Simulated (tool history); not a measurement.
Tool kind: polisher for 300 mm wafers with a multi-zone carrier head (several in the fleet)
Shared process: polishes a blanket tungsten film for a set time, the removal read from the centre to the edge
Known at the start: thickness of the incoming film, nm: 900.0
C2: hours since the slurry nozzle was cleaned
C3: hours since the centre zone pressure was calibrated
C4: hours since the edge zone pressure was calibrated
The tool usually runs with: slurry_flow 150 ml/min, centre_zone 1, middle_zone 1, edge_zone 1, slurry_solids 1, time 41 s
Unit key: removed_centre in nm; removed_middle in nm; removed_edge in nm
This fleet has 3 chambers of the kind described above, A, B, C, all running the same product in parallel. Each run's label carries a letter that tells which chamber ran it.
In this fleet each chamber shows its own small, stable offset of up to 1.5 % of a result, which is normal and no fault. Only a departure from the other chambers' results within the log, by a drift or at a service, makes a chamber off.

Run 1C, hour 15.5: usual settings; wafers polished on this pad 966; C2 184.2; C3 861.6; C4 241. Result: removed_centre 287.84 nm, removed_middle 289.96 nm, removed_edge 291.22 nm.
Run 2A, hour 25.6: usual settings; wafers polished on this pad 544; C2 228.4; C3 467.8; C4 486.1. Result: removed_centre 292.19 nm, removed_middle 288.58 nm, removed_edge 290.78 nm.
At hour 29.8: chamber C: worn pad replaced by a new one.
Run 3B, hour 34: usual settings; wafers polished on this pad 796; C2 492.5; C3 675.1; C4 138.8. Result: removed_centre 294.53 nm, removed_middle 287.68 nm, removed_edge 292.36 nm.
Run 4C, hour 41.7: usual settings; wafers polished on this pad 148; C2 210.4; C3 887.8; C4 267.2. Result: removed_centre 281.96 nm, removed_middle 292.06 nm, removed_edge 294.33 nm.
At hour 46: chamber A: slurry nozzle cleaned.
Run 5A, hour 53.4: usual settings; wafers polished on this pad 891; C2 7.4; C3 495.6; C4 513.9. Result: removed_centre 290.11 nm, removed_middle 291.79 nm, removed_edge 290.51 nm.
At hour 59.3: chamber B: worn pad replaced by a new one.
At hour 60.9: chamber A: worn pad replaced by a new one.
Run 6B, hour 62.3: usual settings; wafers polished on this pad 38; C2 520.8; C3 703.4; C4 167.1. Result: removed_centre 289.43 nm, removed_middle 291.41 nm, removed_edge 287.46 nm.
Run 7B, hour 76.6: usual settings; wafers polished on this pad 216; C2 535.1; C3 717.7; C4 181.4. Result: removed_centre 295.9 nm, removed_middle 292.35 nm, removed_edge 286.02 nm.
Run 8A, hour 90: usual settings but middle_zone 1.06, edge_zone 1.06; wafers polished on this pad 363; C2 44; C3 532.2; C4 550.5. Result: removed_centre 284.15 nm, removed_middle 309.85 nm, removed_edge 291.09 nm.
At hour 99.4: chamber C: worn pad replaced by a new one.
At hour 100.3: chamber A: edge zone pressure recalibrated.
Run 9C, hour 100.5: usual settings but middle_zone 1.06, edge_zone 1.06; wafers polished on this pad 14; C2 269.2; C3 946.6; C4 326. Result: removed_centre 281.82 nm, removed_middle 310.42 nm, removed_edge 300.06 nm.
Run 10B, hour 114.8: usual settings but middle_zone 1.06, edge_zone 1.06; wafers polished on this pad 691; C2 573.3; C3 755.9; C4 219.6. Result: removed_centre 294.83 nm, removed_middle 302.55 nm, removed_edge 294.83 nm.
Run 11C, hour 124.3: usual settings; wafers polished on this pad 311; C2 293; C3 970.4; C4 349.8. Result: removed_centre 291.63 nm, removed_middle 294.37 nm, removed_edge 288.97 nm.
At hour 131.2: chamber A: worn pad replaced by a new one.
Run 12A, hour 133.2: usual settings; wafers polished on this pad 25; C2 87.2; C3 575.4; C4 33. Result: removed_centre 283.76 nm, removed_middle 292.31 nm, removed_edge 286.53 nm.
At hour 140.5: chamber B: worn pad replaced by a new one.
Run 13C, hour 148.1: usual settings; wafers polished on this pad 607; C2 316.8; C3 994.2; C4 373.6. Result: removed_centre 280.18 nm, removed_middle 294.34 nm, removed_edge 286.75 nm.
Run 14B, hour 156: usual settings; wafers polished on this pad 193; C2 614.5; C3 797.1; C4 260.8. Result: removed_centre 293.15 nm, removed_middle 286.53 nm, removed_edge 290.91 nm.
Run 15A, hour 167.5: usual settings but edge_zone 0.95; wafers polished on this pad 452; C2 121.5; C3 609.7; C4 67.3. Result: removed_centre 279.86 nm, removed_middle 289.94 nm, removed_edge 279.4 nm.
Run 16A, hour 178.3: usual settings but edge_zone 0.95; wafers polished on this pad 586; C2 132.3; C3 620.5; C4 78.1. Result: removed_centre 282.97 nm, removed_middle 288.18 nm, removed_edge 273.22 nm.
At hour 180.1: chamber C: worn pad replaced by a new one.
Run 17C, hour 185.6: usual settings but edge_zone 0.95; wafers polished on this pad 69; C2 354.3; C3 1031.7; C4 411.1. Result: removed_centre 293.97 nm, removed_middle 288.24 nm, removed_edge 284.41 nm.
Run 18B, hour 192.9: usual settings; wafers polished on this pad 652; C2 651.4; C3 834; C4 297.7. Result: removed_centre 295.16 nm, removed_middle 284.85 nm, removed_edge 282.25 nm.
At hour 205: chamber B: slurry nozzle cleaned.
Run 19B, hour 205.6: usual settings; wafers polished on this pad 810; C2 0.7; C3 846.7; C4 310.4. Result: removed_centre 295.06 nm, removed_middle 290.15 nm, removed_edge 289.93 nm.
Run 20C, hour 215.6: usual settings; wafers polished on this pad 443; C2 384.3; C3 1061.7; C4 441.1. Result: removed_centre 284.95 nm, removed_middle 287.31 nm, removed_edge 283.91 nm.
At hour 220.4: chamber A: worn pad replaced by a new one.
At hour 224.4: chamber B: worn pad replaced by a new one.
Run 21A, hour 225.3: usual settings; wafers polished on this pad 61; C2 179.3; C3 667.5; C4 125.1. Result: removed_centre 268.64 nm, removed_middle 290.01 nm, removed_edge 288.15 nm.
Run 22C, hour 237.2: usual settings; wafers polished on this pad 712; C2 405.9; C3 1083.3; C4 462.7. Result: removed_centre 283.6 nm, removed_middle 288.04 nm, removed_edge 288.31 nm.
Run 23A, hour 250.7: usual settings but edge_zone 0.92, slurry_solids 0.7; wafers polished on this pad 377; C2 204.7; C3 692.9; C4 150.5. Result: removed_centre 248.88 nm, removed_middle 267.57 nm, removed_edge 252.66 nm.
At hour 251: chamber C: worn pad replaced by a new one.
At hour 255.5: chamber C: centre zone pressure recalibrated.
At hour 262.5: chamber C: slurry nozzle cleaned.
Run 24B, hour 263.1: usual settings but edge_zone 0.92, slurry_solids 0.7; wafers polished on this pad 482; C2 58.2; C3 904.2; C4 367.9. Result: removed_centre 263.68 nm, removed_middle 265.59 nm, removed_edge 256.01 nm.
Run 25B, hour 272.4: usual settings but edge_zone 0.92, slurry_solids 0.7; wafers polished on this pad 598; C2 67.5; C3 913.5; C4 377.2. Result: removed_centre 270.59 nm, removed_middle 263.94 nm, removed_edge 259.15 nm.
Run 26C, hour 281.2: usual settings but slurry_flow 200 ml/min; wafers polished on this pad 377; C2 18.7; C3 25.8; C4 506.7. Result: removed_centre 300.32 nm, removed_middle 298.13 nm, removed_edge 290.97 nm.
Run 27A, hour 293.6: usual settings but slurry_flow 200 ml/min; wafers polished on this pad 912; C2 247.6; C3 735.8; C4 193.4. Result: removed_centre 285.1 nm, removed_middle 306.43 nm, removed_edge 297.62 nm.
At hour 302.8: chamber B: worn pad replaced by a new one.
At hour 306.9: chamber A: worn pad replaced by a new one.
Run 28C, hour 308.7: usual settings but slurry_flow 200 ml/min; wafers polished on this pad 719; C2 46.2; C3 53.3; C4 534.2. Result: removed_centre 299.24 nm, removed_middle 306.87 nm, removed_edge 300.23 nm.
At hour 312.3: chamber A: slurry nozzle cleaned.
Run 29B, hour 317.4: usual settings; wafers polished on this pad 181; C2 112.5; C3 958.5; C4 422.2. Result: removed_centre 293.55 nm, removed_middle 292.14 nm, removed_edge 299.36 nm.
Run 30A, hour 325.9: usual settings; wafers polished on this pad 237; C2 13.6; C3 768.1; C4 225.7. Result: removed_centre 272.86 nm, removed_middle 295.36 nm, removed_edge 286.49 nm.
At hour 334.5: chamber C: worn pad replaced by a new one.
Run 31C, hour 339.1: usual settings but slurry_solids 0.85, time 34 s; wafers polished on this pad 57; C2 76.6; C3 83.7; C4 564.6. Result: removed_centre 229.33 nm, removed_middle 232.04 nm, removed_edge 230.99 nm.
Run 32B, hour 350.1: usual settings but slurry_solids 0.85, time 34 s; wafers polished on this pad 588; C2 145.2; C3 991.2; C4 454.9. Result: removed_centre 233.93 nm, removed_middle 229.4 nm, removed_edge 229.96 nm.
Run 33A, hour 360.8: usual settings but slurry_solids 0.85, time 34 s; wafers polished on this pad 671; C2 48.5; C3 803; C4 260.6. Result: removed_centre 211.15 nm, removed_middle 235.14 nm, removed_edge 230.93 nm.
Run 34C, hour 368.8: usual settings; wafers polished on this pad 427; C2 106.3; C3 113.4; C4 594.3. Result: removed_centre 293 nm, removed_middle 294.81 nm, removed_edge 293.29 nm.
At hour 379.7: chamber A: worn pad replaced by a new one.
Run 35B, hour 379.8: usual settings; wafers polished on this pad 958; C2 174.9; C3 1020.9; C4 484.6. Result: removed_centre 293.64 nm, removed_middle 290.65 nm, removed_edge 291.29 nm.
Run 36A, hour 387.1: usual settings; wafers polished on this pad 92; C2 74.8; C3 829.3; C4 286.9. Result: removed_centre 263.48 nm, removed_middle 293.99 nm, removed_edge 292.87 nm.
Run 37C, hour 401.4: usual settings; wafers polished on this pad 833; C2 138.9; C3 146; C4 626.9. Result: removed_centre 292.58 nm, removed_middle 288.45 nm, removed_edge 286.75 nm.

Is one chamber off against the others, does the gauge drift, or is nothing wrong? If a chamber is off, say which, and what the likeliest cause is.

Little by little, chamber A moves away from the other chambers.
Most likely cause: centre zone's pressure below its setpoint, % = 9.31.

Chamber A could run next with any of the 4 candidate recipes listed below; each alters the usual settings, and their results appear as question marks. Which one brings its results back in line with what the other chambers deliver on the usual settings?
Counts as in line when no further than this from what the other chambers average on the usual settings: removed_centre 12 nm; removed_middle 11 nm; removed_edge 13 nm
Run 38A-1, hour 412.5: usual settings but slurry_flow 145 ml/min, centre_zone 0.92, middle_zone 1.02, edge_zone 1.02. Result: removed_centre ?, removed_middle ?, removed_edge ?.
Run 38A-2, hour 412.5: usual settings but centre_zone 1.03, middle_zone 0.99, edge_zone 0.99. Result: removed_centre ?, removed_middle ?, removed_edge ?.
Run 38A-3, hour 412.5: usual settings but centre_zone 0.97, middle_zone 1.01, edge_zone 1.01. Result: removed_centre ?, removed_middle ?, removed_edge ?.
Run 38A-4, hour 412.5: usual settings but slurry_flow 155 ml/min, centre_zone 1.08, middle_zone 0.98, edge_zone 0.98. Result: removed_centre ?, removed_middle ?, removed_edge ?.

On the usual settings, the other chambers give on average: removed_centre 289.78 nm; removed_middle 289.91 nm; removed_edge 289.94 nm
  run  removed_centre  removed_middle  removed_edge
38A-1          233.63          296.67        291.67
38A-2          267.29           290.4        288.55
38A-3          249.91          295.88        291.56
38A-4          283.78          289.43        288.33
Change 38A-4 lands the chamber within the allowed miss of the other chambers.
